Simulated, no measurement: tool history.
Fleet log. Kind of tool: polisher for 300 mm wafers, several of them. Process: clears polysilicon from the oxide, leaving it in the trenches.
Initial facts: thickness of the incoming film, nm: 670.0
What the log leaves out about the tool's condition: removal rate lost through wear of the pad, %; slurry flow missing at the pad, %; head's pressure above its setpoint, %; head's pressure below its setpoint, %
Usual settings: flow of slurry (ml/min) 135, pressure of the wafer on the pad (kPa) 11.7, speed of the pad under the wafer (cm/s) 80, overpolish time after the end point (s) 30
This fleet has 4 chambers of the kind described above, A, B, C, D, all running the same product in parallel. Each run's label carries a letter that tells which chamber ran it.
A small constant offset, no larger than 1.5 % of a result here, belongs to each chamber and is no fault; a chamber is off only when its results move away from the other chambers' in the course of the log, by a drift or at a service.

run   hour  flow of slurry (ml/min)  pressure of the wafer on the pad (kPa)  speed of the pad under the wafer (cm/s)  overpolish time after the end point (s)  wafers polished on this pad  hours since the slurry nozzle was cleaned  hours since the head pressure was calibrated  time until the end point was called (s)  dishing of a wide line in a test structure (nm)
       3.7  -- chamber D: worn pad replaced by a new one
 1B    6.1                      135                                    11.7                                       80                                       30                          393                                      491.1                                         945.2                                   87.361                                           65.482
 2D    9.8                      135                                    11.7                                       80                                       30                           68                                      212.4                                         476.6                                   88.088                                            65.07
 3C   15.2                      135                                    11.7                                       80                                       30                          432                                      144.6                                         364.8                                    87.68                                           64.366
 4A     19                      135                                    11.7                                       80                                       30                          439                                      106.9                                           324                                   88.483                                           65.296
 5C   24.3                      135                                    11.7                                       80                                       30                          533                                      153.7                                         373.9                                   89.973                                           64.419
 6A     30                      135                                    11.7                                       80                                       30                          562                                      117.9                                           335                                   89.501                                           63.199
 7B   35.5                      135                                    11.7                                       80                                       30                          722                                      520.5                                         974.6                                   87.374                                            66.78
 8D   42.8                      135                                    11.7                                       80                                       30                          437                                      245.4                                         509.6                                   86.979                                           64.921
 9A   48.5                      135                                    11.7                                       80                                       30                          769                                      136.4                                         353.5                                   89.422                                           64.529
      51.1  -- chamber B: head pressure recalibrated
      53.5  -- chamber A: worn pad replaced by a new one
      54.5  -- chamber C: slurry nozzle cleaned
10C   55.3                      135                                    11.7                                       80                                       30                          880                                        0.8                                         404.9                                   87.533                                           65.196
11D   62.6                      135                                    11.7                                       80                                       30                          658                                      265.2                                         529.4                                   88.729                                           64.393
      65.7  -- chamber C: worn pad replaced by a new one
12B   66.4                      135                                    11.7                                       80                                       30                         1067                                      551.4                                          15.4                                   87.778                                           64.401
13C   73.1                      135                                    11.7                                       80                                       30                           82                                       18.6                                         422.7                                   87.254                                           68.199
      75.1  -- chamber B: worn pad replaced by a new one
      75.9  -- chamber D: head pressure recalibrated
14A   77.9                      135                                    11.7                                       80                                       30                          273                                      165.8                                         382.9                                   88.244                                           67.048
      82.8  -- chamber D: worn pad replaced by a new one
15B   84.2                      135                                    11.7                                       80                                       30                          101                                      569.2                                          33.2                                   86.514                                            64.89
16D   88.1                      135                                    11.7                                       80                                       30                           59                                      290.7                                          12.2                                    98.62                                           65.345
17C   95.8                      135                                    11.7                                       80                                       30                          336                                       41.3                                         445.4                                   87.939                                           68.151
18A  101.8                      135                                    11.7                                       80                                       30                          540                                      189.7                                         406.8                                   87.832                                             64.8
19D  105.6                      135                                    11.7                                       80                                       30                          254                                      308.2                                          29.7                                   98.616                                           63.541
20B  111.2                      135                                    11.7                                       80                                       30                          403                                      596.2                                          60.2                                   88.882                                            63.22
     117.8  -- chamber C: head pressure recalibrated
21C  118.8                      135                                     9.7                                       80                                       30                          593                                       64.3                                             1                                   107.82                                           63.752
22D  122.7                      135                                     9.7                                       80                                       30                          446                                      325.3                                          46.8                                   119.08                                           61.438
23A  130.2                      135                                     9.7                                       80                                       30                          857                                      218.1                                         435.2                                    106.8                                           62.345
     132.1  -- chamber A: worn pad replaced by a new one
24B    138                      135                                     9.7                                       80                                       30                          702                                        623                                            87                                   105.07                                           62.361
25A  142.9                      135                                     9.7                                       60                                       30                          121                                      230.8                                         447.9                                   143.97                                            59.65
     146.6  -- chamber C: worn pad replaced by a new one
26D  147.2                      135                                     9.7                                       60                                       30                          719                                      349.8                                          71.3                                    163.4                                           55.959
27B  152.8                      135                                     9.7                                       60                                       30                          868                                      637.8                                         101.8                                   140.78                                           58.658
     157.2  -- chamber D: worn pad replaced by a new one
28C  160.4                      135                                     9.7                                       60                                       30                          154                                      105.9                                          42.6                                   145.68                                           60.226
29B  166.6                      135                                    11.7                                       80                                       30                         1022                                      651.6                                         115.6                                   87.939                                           64.994
30C  171.4                      135                                    11.7                                       80                                       30                          277                                      116.9                                          53.6                                   89.066                                           66.536
31A  175.5                      135                                    11.7                                       80                                       30                          485                                      263.4                                         480.5                                   88.456                                            67.12
32D  179.4                      135                                    11.7                                       80                                       30                          248                                        382                                         103.5                                   98.455                                           62.216
33D    186                      135                                    11.7                                       80                                       30                          322                                      388.6                                         110.1                                   98.593                                           65.383
     187.3  -- chamber B: worn pad replaced by a new one
34C  192.3                      135                                    11.7                                       80                                       30                          511                                      137.8                                          74.5                                   88.609                                           67.506
     198.8  -- chamber A: worn pad replaced by a new one
35B  199.9                      135                                    11.7                                      102                                       30                          141                                      684.9                                         148.9                                   67.894                                           66.607
36A  203.5                      135                                    11.7                                      102                                       30                           53                                      291.4                                         508.5                                   69.264                                           66.024

What goes on in this fleet: one chamber off, a drifting gauge, or nothing beyond the chambers' own small offsets? Name the chamber and the cause, if any.

A service left chamber D off against the others.
Most likely cause: head's pressure below its setpoint, % = 10.3.

Chamber D could run next with any of the 4 candidate recipes listed below; each alters the usual settings, and their results appear as question marks. Which one brings its results back in line with what the other chambers deliver on the usual settings?
A result is in line if it is within this distance of the other chambers' mean on the usual settings: time until the end point was called (s) 2.7; dishing of a wide line in a test structure (nm) 4.4
37D-1  209.1                      135                                    12.4                                       84                                       29                                                                                                                                                              ?                                                ?
37D-2  209.1                      135                                    10.3                                       72                                       32                                                                                                                                                              ?                                                ?
37D-3  209.1                      135                                    13.1                                       88                                       28                                                                                                                                                              ?                                                ?
37D-4  209.1                      135                                      11                                       76                                       31                                                                                                                                                              ?                                                ?

On the usual settings, the other chambers give on average: time until the end point was called (s) 88.244; dishing of a wide line in a test structure (nm) 65.103
  run  time until the end point was called (s)  dishing of a wide line in a test structure (nm)
37D-1                                   88.576                                           65.029
37D-2                                      124                                           62.422
37D-3                                   80.101                                           65.549
37D-4                                   110.14                                           63.508
The answer is 37D-1, which returns the chamber to within the allowed miss of the others.
